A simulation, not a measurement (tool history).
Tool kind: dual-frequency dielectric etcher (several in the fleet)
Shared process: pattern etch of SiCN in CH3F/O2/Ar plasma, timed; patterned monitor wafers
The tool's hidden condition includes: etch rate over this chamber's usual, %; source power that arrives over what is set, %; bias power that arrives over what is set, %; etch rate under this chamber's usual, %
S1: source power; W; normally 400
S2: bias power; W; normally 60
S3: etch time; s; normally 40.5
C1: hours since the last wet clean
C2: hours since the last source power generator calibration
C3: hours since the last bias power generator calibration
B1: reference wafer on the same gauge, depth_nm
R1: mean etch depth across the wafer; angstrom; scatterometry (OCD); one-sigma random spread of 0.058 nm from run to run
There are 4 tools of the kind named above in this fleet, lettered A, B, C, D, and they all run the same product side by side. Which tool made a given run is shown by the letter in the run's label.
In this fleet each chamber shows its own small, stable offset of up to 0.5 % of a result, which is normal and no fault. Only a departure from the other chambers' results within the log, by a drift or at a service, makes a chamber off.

Run 1D, hour 9.5: usual settings; C1 148.0; C2 2757.2; C3 5625.3; B1 12.798. Result: R1 142.85 angstrom.
Run 2A, hour 21.4: usual settings; C1 120.3; C2 373.4; C3 3122.8; B1 12.804. Result: R1 143.45 angstrom.
At hour 22.0: chamber D: bias power generator calibrated.
Run 3B, hour 33.1: usual settings; C1 45.9; C2 2055.0; C3 1959.9; B1 12.799. Result: R1 141.46 angstrom.
Run 4C, hour 41.5: usual settings; C1 58.2; C2 1440.4; C3 4175.6; B1 12.793. Result: R1 143.96 angstrom.
Run 5C, hour 49.6: usual settings; C1 66.3; C2 1448.5; C3 4183.7; B1 12.805. Result: R1 142.75 angstrom.
Run 6B, hour 57.4: usual settings but S2 67 W, S3 32.5 s; C1 70.2; C2 2079.3; C3 1984.2; B1 12.794. Result: R1 118.88 angstrom.
Run 7A, hour 64.6: usual settings but S2 67 W, S3 32.5 s; C1 163.5; C2 416.6; C3 3166.0; B1 12.797. Result: R1 119.83 angstrom.
Run 8D, hour 75.0: usual settings but S2 67 W, S3 32.5 s; C1 213.5; C2 2822.7; C3 53.0; B1 12.815. Result: R1 118.06 angstrom.
Run 9A, hour 82.8: usual settings but S2 67 W, S3 32.5 s; C1 181.7; C2 434.8; C3 3184.2; B1 12.807. Result: R1 119.91 angstrom.
Run 10C, hour 89.6: usual settings; C1 106.3; C2 1488.5; C3 4223.7; B1 12.787. Result: R1 142.98 angstrom.
Run 11D, hour 96.7: usual settings; C1 235.2; C2 2844.4; C3 74.7; B1 12.814. Result: R1 142.47 angstrom.
Run 12B, hour 103.4: usual settings; C1 116.2; C2 2125.3; C3 2030.2; B1 12.807. Result: R1 142.24 angstrom.
Run 13B, hour 111.4: usual settings; C1 124.2; C2 2133.3; C3 2038.2; B1 12.792. Result: R1 141.88 angstrom.
Run 14A, hour 120.9: usual settings; C1 219.8; C2 472.9; C3 3222.3; B1 12.794. Result: R1 143.61 angstrom.
Run 15C, hour 129.3: usual settings; C1 146.0; C2 1528.2; C3 4263.4; B1 12.803. Result: R1 142.23 angstrom.
Run 16D, hour 139.8: usual settings; C1 278.3; C2 2887.5; C3 117.8; B1 12.804. Result: R1 140.76 angstrom.
Run 17A, hour 149.5: usual settings but S1 330 W, S2 69 W; C1 248.4; C2 501.5; C3 3250.9; B1 12.812. Result: R1 138.98 angstrom.
Run 18C, hour 158.3: usual settings but S1 330 W, S2 69 W; C1 175.0; C2 1557.2; C3 4292.4; B1 12.815. Result: R1 140.06 angstrom.
Run 19B, hour 163.8: usual settings but S1 330 W, S2 69 W; C1 176.6; C2 2185.7; C3 2090.6; B1 12.812. Result: R1 138.74 angstrom.
Run 20D, hour 170.5: usual settings but S1 330 W, S2 69 W; C1 309.0; C2 2918.2; C3 148.5; B1 12.811. Result: R1 138.26 angstrom.
Run 21B, hour 181.6: usual settings; C1 194.4; C2 2203.5; C3 2108.4; B1 12.802. Result: R1 142.06 angstrom.
Run 22D, hour 187.4: usual settings but S1 360 W, S2 49 W; C1 325.9; C2 2935.1; C3 165.4; B1 12.807. Result: R1 127.36 angstrom.
Run 23C, hour 198.2: usual settings but S1 360 W, S2 49 W; C1 214.9; C2 1597.1; C3 4332.3; B1 12.810. Result: R1 128.17 angstrom.
Run 24A, hour 207.1: usual settings but S1 360 W, S2 49 W; C1 306.0; C2 559.1; C3 3308.5; B1 12.798. Result: R1 128.26 angstrom.
At hour 207.2: chamber C: source power generator calibrated.
Run 25A, hour 215.2: usual settings but S1 360 W, S2 49 W; C1 314.1; C2 567.2; C3 3316.6; B1 12.793. Result: R1 128.78 angstrom.
Run 26B, hour 223.5: usual settings; C1 236.3; C2 2245.4; C3 2150.3; B1 12.798. Result: R1 142.82 angstrom.
Run 27C, hour 232.8: usual settings; C1 249.5; C2 25.7; C3 4366.9; B1 12.801. Result: R1 142.44 angstrom.
Run 28D, hour 242.8: usual settings but S1 440 W, S2 68 W; C1 381.3; C2 2990.5; C3 220.8; B1 12.808. Result: R1 151.56 angstrom.
Run 29D, hour 252.4: usual settings but S1 440 W, S2 68 W; C1 390.9; C2 3000.1; C3 230.4; B1 12.798. Result: R1 152.32 angstrom.
Run 30C, hour 260.7: usual settings but S1 440 W, S2 68 W; C1 277.4; C2 53.6; C3 4394.8; B1 12.800. Result: R1 155.24 angstrom.
Run 31A, hour 271.6: usual settings but S1 440 W, S2 68 W; C1 370.5; C2 623.6; C3 3373.0; B1 12.802. Result: R1 155.19 angstrom.
Run 32B, hour 280.4: usual settings; C1 293.2; C2 2302.3; C3 2207.2; B1 12.809. Result: R1 142.28 angstrom.
Run 33C, hour 287.6: usual settings but S3 36.0 s; C1 304.3; C2 80.5; C3 4421.7; B1 12.797. Result: R1 127.26 angstrom.
Run 34D, hour 296.9: usual settings but S3 36.0 s; C1 435.4; C2 3044.6; C3 274.9; B1 12.812. Result: R1 124.10 angstrom.
Run 35A, hour 306.1: usual settings but S3 36.0 s; C1 405.0; C2 658.1; C3 3407.5; B1 12.805. Result: R1 127.28 angstrom.
Run 36B, hour 317.1: usual settings but S3 36.0 s; C1 329.9; C2 2339.0; C3 2243.9; B1 12.798. Result: R1 126.55 angstrom.
At hour 325.9: chamber A: wet clean of the chamber.
Run 37A, hour 326.5: usual settings; C1 0.7; C2 678.5; C3 3427.9; B1 12.808. Result: R1 143.68 angstrom.
Run 38C, hour 338.3: usual settings; C1 355.0; C2 131.2; C3 4472.4; B1 12.796. Result: R1 142.76 angstrom.

Has any chamber moved away from the others, gradually or after a service, or does the common gauge drift, or do the chambers differ only by their own small steady offsets? State the chamber and the most likely cause if one applies.

It is chamber D that slowly wanders off from its peers.
Cause: etch rate under this chamber's usual, % = 2.62.

Which of the 4 candidates below, each the usual settings with something changed and its results left as question marks, puts chamber D back in line with what the other chambers give on the usual settings?
Counts as in line when no further than this from what the other chambers average on the usual settings: R1 2.00 angstrom
Run 39D-1, hour 347.0: usual settings but S2 61 W, S3 42.5 s. Result: R1 ?.
Run 39D-2, hour 347.0: usual settings but S2 59 W, S3 38.5 s. Result: R1 ?.
Run 39D-3, hour 347.0: usual settings but S3 39.5 s. Result: R1 ?.
Run 39D-4, hour 347.0: usual settings but S2 65 W. Result: R1 ?.

The other chambers' mean on the usual settings: R1 142.67 angstrom
  run      R1
39D-1  146.45
39D-2  131.19
39D-3  135.36
39D-4  142.59
39D-4 brings the chamber back in line.

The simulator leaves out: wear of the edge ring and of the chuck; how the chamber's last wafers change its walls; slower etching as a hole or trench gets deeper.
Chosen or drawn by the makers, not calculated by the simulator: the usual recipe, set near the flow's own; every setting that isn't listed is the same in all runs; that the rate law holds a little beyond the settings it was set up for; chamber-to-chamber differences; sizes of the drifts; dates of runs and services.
